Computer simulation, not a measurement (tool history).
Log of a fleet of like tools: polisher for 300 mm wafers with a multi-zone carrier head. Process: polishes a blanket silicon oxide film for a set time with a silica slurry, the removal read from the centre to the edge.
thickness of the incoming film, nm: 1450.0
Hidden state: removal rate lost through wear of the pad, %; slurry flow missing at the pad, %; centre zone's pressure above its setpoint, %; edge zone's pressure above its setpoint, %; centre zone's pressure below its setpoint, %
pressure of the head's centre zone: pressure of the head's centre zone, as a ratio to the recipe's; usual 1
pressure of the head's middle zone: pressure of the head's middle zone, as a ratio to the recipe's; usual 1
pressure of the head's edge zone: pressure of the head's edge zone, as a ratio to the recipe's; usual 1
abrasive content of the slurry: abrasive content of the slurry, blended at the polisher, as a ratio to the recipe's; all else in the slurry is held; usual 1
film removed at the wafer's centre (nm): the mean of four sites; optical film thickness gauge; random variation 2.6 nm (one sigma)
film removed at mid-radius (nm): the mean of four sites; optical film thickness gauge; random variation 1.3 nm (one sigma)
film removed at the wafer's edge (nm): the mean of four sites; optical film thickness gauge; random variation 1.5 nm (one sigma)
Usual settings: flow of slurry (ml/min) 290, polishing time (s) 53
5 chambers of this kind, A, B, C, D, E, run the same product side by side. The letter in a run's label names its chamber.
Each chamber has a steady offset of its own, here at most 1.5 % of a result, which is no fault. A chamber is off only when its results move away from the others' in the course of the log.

run    day  flow of slurry (ml/min)  pressure of the head's centre zone  pressure of the head's middle zone  pressure of the head's edge zone  abrasive content of the slurry  polishing time (s)  wafers polished on this pad  hours since the slurry nozzle was cleaned  hours since the centre zone pressure was calibrated  hours since the edge zone pressure was calibrated  film removed at the wafer's centre (nm)  film removed at mid-radius (nm)  film removed at the wafer's edge (nm)
     0.033  -- chamber B: edge zone pressure recalibrated
 1E  0.117                      290                                   1                                   1                                 1                               1                  53                          319                                       39.4                                                860.6                                              958.1                                   188.15                           188.31                                 190.07
 2B  0.329                      290                                   1                                   1                                 1                               1                  53                          551                                      475.1                                                322.1                                                7.2                                    190.2                           185.78                                 186.32
 3D  0.508                      290                                   1                                   1                                 1                               1                  53                          917                                      288.1                                                366.3                                              918.2                                   191.09                            187.1                                 185.53
 4C  0.721                      290                                   1                                   1                                 1                               1                  53                          918                                       86.9                                                  514                                              239.8                                    189.2                           188.32                                 189.29
 5A  0.833                      290                                   1                                   1                                 1                               1                  53                          590                                      371.5                                                  277                                              569.3                                   188.49                           186.82                                 187.95
 6E  1.025                      290                                   1                                   1                                 1                               1                  53                          470                                       61.2                                                882.4                                              979.9                                   183.24                           186.66                                 187.75
 7D  1.167                      290                                   1                                   1                                 1                               1                  53                         1027                                      303.9                                                382.1                                                934                                   190.07                           188.78                                 187.77
 8C  1.388                      290                                   1                                   1                                 1                               1                  53                         1029                                      102.9                                                  530                                              255.8                                   188.73                           183.72                                 187.71
 9B  1.496                      290                                   1                                   1                                 1                               1                  53                          745                                      503.1                                                350.1                                               35.2                                   186.24                           184.37                                 187.58
10A  1.596                      290                                   1                                   1                                 1                               1                  53                          716                                      389.8                                                295.3                                              587.6                                   186.98                           187.58                                 188.08
11A  1.754                      290                                   1                                   1                                 1                               1                  53                          743                                      393.6                                                299.1                                              591.4                                   185.73                           188.52                                 188.38
12D  1.942                      290                                   1                                   1                                 1                               1                  53                         1155                                      322.5                                                400.7                                              952.6                                   190.15                           188.95                                 185.88
13E  2.146                      290                                   1                                   1                                 1                               1                  53                          656                                       88.1                                                909.3                                             1006.8                                   184.11                           187.15                                 185.86
14B  2.275                      290                                   1                                   1                                 1                             1.2                  40                          875                                      521.8                                                368.8                                               53.9                                    153.1                            150.2                                 150.48
     2.317  -- chamber C: worn pad replaced by a new one
15C  2.375                      290                                   1                                   1                                 1                             1.2                  40                           10                                      126.6                                                553.7                                              279.5                                   151.54                           151.56                                 153.51
16D    2.6                      290                                   1                                   1                                 1                             1.2                  40                         1265                                      338.3                                                416.5                                              968.4                                   157.74                            154.2                                 153.04
17E  2.712                      290                                   1                                   1                                 1                             1.2                  40                          750                                      101.7                                                922.9                                             1020.4                                   146.76                           149.98                                 153.94
     2.729  -- chamber E: worn pad replaced by a new one
18B  2.921                      290                                   1                                   1                                 1                             1.2                  40                          982                                      537.3                                                384.3                                               69.4                                   152.52                           149.16                                 150.64
19A  3.071                      290                                   1                                   1                                 1                               1                  53                          962                                      425.2                                                330.7                                                623                                   192.52                            186.9                                 188.12
20C   3.25                      290                                   1                                   1                                 1                               1                  53                          155                                      147.6                                                574.7                                              300.5                                   188.77                           186.66                                 184.61
21D  3.412                      290                                   1                                   1                                 1                               1                  53                         1400                                      357.8                                                  436                                              987.9                                      191                           187.97                                 187.76
     3.446  -- chamber B: worn pad replaced by a new one
22E  3.596                      290                                   1                                   1                                 1                               1                  53                          144                                      122.9                                                944.1                                             1041.6                                   180.37                           187.79                                 188.13
23B  3.783                      290                                   1                                   1                                 1                               1                  53                           56                                        558                                                  405                                               90.1                                    188.4                           184.67                                 185.31
24A  3.883                      290                                   1                                   1                                 1                               1                  53                         1097                                      444.7                                                350.2                                              642.5                                   189.44                           187.66                                 185.73
25C  4.104                      290                                   1                                   1                                 1                               1                  53                          297                                      168.1                                                595.2                                                321                                   187.83                           185.57                                  187.6
     4.142  -- chamber D: worn pad replaced by a new one
26D  4.229                      290                                   1                                   1                                 1                               1                  53                           15                                      377.4                                                455.6                                             1007.5                                   188.18                           188.02                                 186.85
27A  4.446                      290                                   1                                   1                                 1                               1                  53                         1190                                      458.2                                                363.7                                                656                                   186.33                           185.98                                 186.18
28E  4.562                      290                                   1                                   1                                 1                               1                  53                          305                                      146.1                                                967.3                                             1064.8                                   172.11                           184.87                                 188.28
29B  4.708                      290                                   1                                   1                                 1                               1                  53                          210                                      580.2                                                427.2                                              112.3                                   180.75                           185.42                                 183.99
30C  4.808                      290                                   1                                   1                                 1                               1                  53                          414                                        185                                                612.1                                              337.9                                   188.55                           185.93                                 185.06
31E  4.917                      290                                   1                                   1                                 1                               1                  53                          364                                      154.6                                                975.8                                             1073.3                                   173.25                            187.1                                 189.61
32C  5.021                      290                                   1                                   1                                 1                               1                  53                          450                                      190.1                                                617.2                                                343                                   185.09                           187.47                                 187.53
33A    5.2                      290                                   1                                   1                                 1                               1                  53                         1316                                      476.3                                                381.8                                              674.1                                   186.67                           188.94                                 187.16
34B  5.325                      290                                   1                                   1                                 1                               1                  53                          313                                        595                                                  442                                              127.1                                   188.83                           186.38                                 187.94
35D   5.45                      290                                   1                                   1                                 1                               1                  53                          218                                      406.7                                                484.9                                             1036.8                                   191.25                           188.59                                 188.38
36A  5.604                      290                                   1                                   1                                 1                               1                  53                         1383                                        486                                                391.5                                              683.8                                   190.51                           188.39                                 186.99
     5.654  -- chamber C: slurry nozzle cleaned
     5.742  -- chamber E: edge zone pressure recalibrated
37B  5.796                      290                                   1                                   1                                 1                               1                  53                          391                                      606.3                                                453.3                                              138.4                                   191.25                           186.07                                 186.35
38E  5.958                      290                                   1                                   1                                 1                               1                  53                          537                                      179.6                                               1000.8                                                5.3                                   168.15                           184.26                                 186.77
39C  6.075                      290                                0.96                                   1                                 1                            1.15                  53                          625                                       10.1                                                642.5                                              368.3                                   191.05                           198.14                                 198.49

Is one chamber off against the others, does the gauge drift, or is nothing wrong? If a chamber is off, say which, and what the likeliest cause is.

Chamber E drifts away from the others.
Cause: centre zone's pressure below its setpoint, % = 10.4.

Here are 4 candidates for chamber E's next run, each the usual settings with a change, their results left as question marks. Which one brings its results back in line with what the others give on the usual settings?
In line means no further than this from the other chambers' mean on the usual settings: film removed at the wafer's centre (nm) 9.1; film removed at mid-radius (nm) 4.7; film removed at the wafer's edge (nm) 5.1
40E-1  6.238                      290                                0.97                                1.01                              1.01                               1                  53                                                                                                                                                                                                                        ?                                ?                                      ?
40E-2  6.238                      280                                 0.9                                1.02                              1.04                               1                  52                                                                                                                                                                                                                        ?                                ?                                      ?
40E-3  6.238                      290                                1.03                                0.99                              0.99                               1                  53                                                                                                                                                                                                                        ?                                ?                                      ?
40E-4  6.238                      300                                 1.1                                0.98                              0.96                               1                  54                                                                                                                                                                                                                        ?                                ?                                      ?

The other chambers' mean on the usual settings: film removed at the wafer's centre (nm) 188.23; film removed at mid-radius (nm) 186.83; film removed at the wafer's edge (nm) 186.82
  run  film removed at the wafer's centre (nm)  film removed at mid-radius (nm)  film removed at the wafer's edge (nm)
40E-1                                   159.57                            188.5                                 188.41
40E-2                                   143.61                           185.96                                 187.19
40E-3                                   170.34                           185.07                                  186.5
40E-4                                    187.1                           187.44                                 187.53
40E-4 brings the chamber back in line.
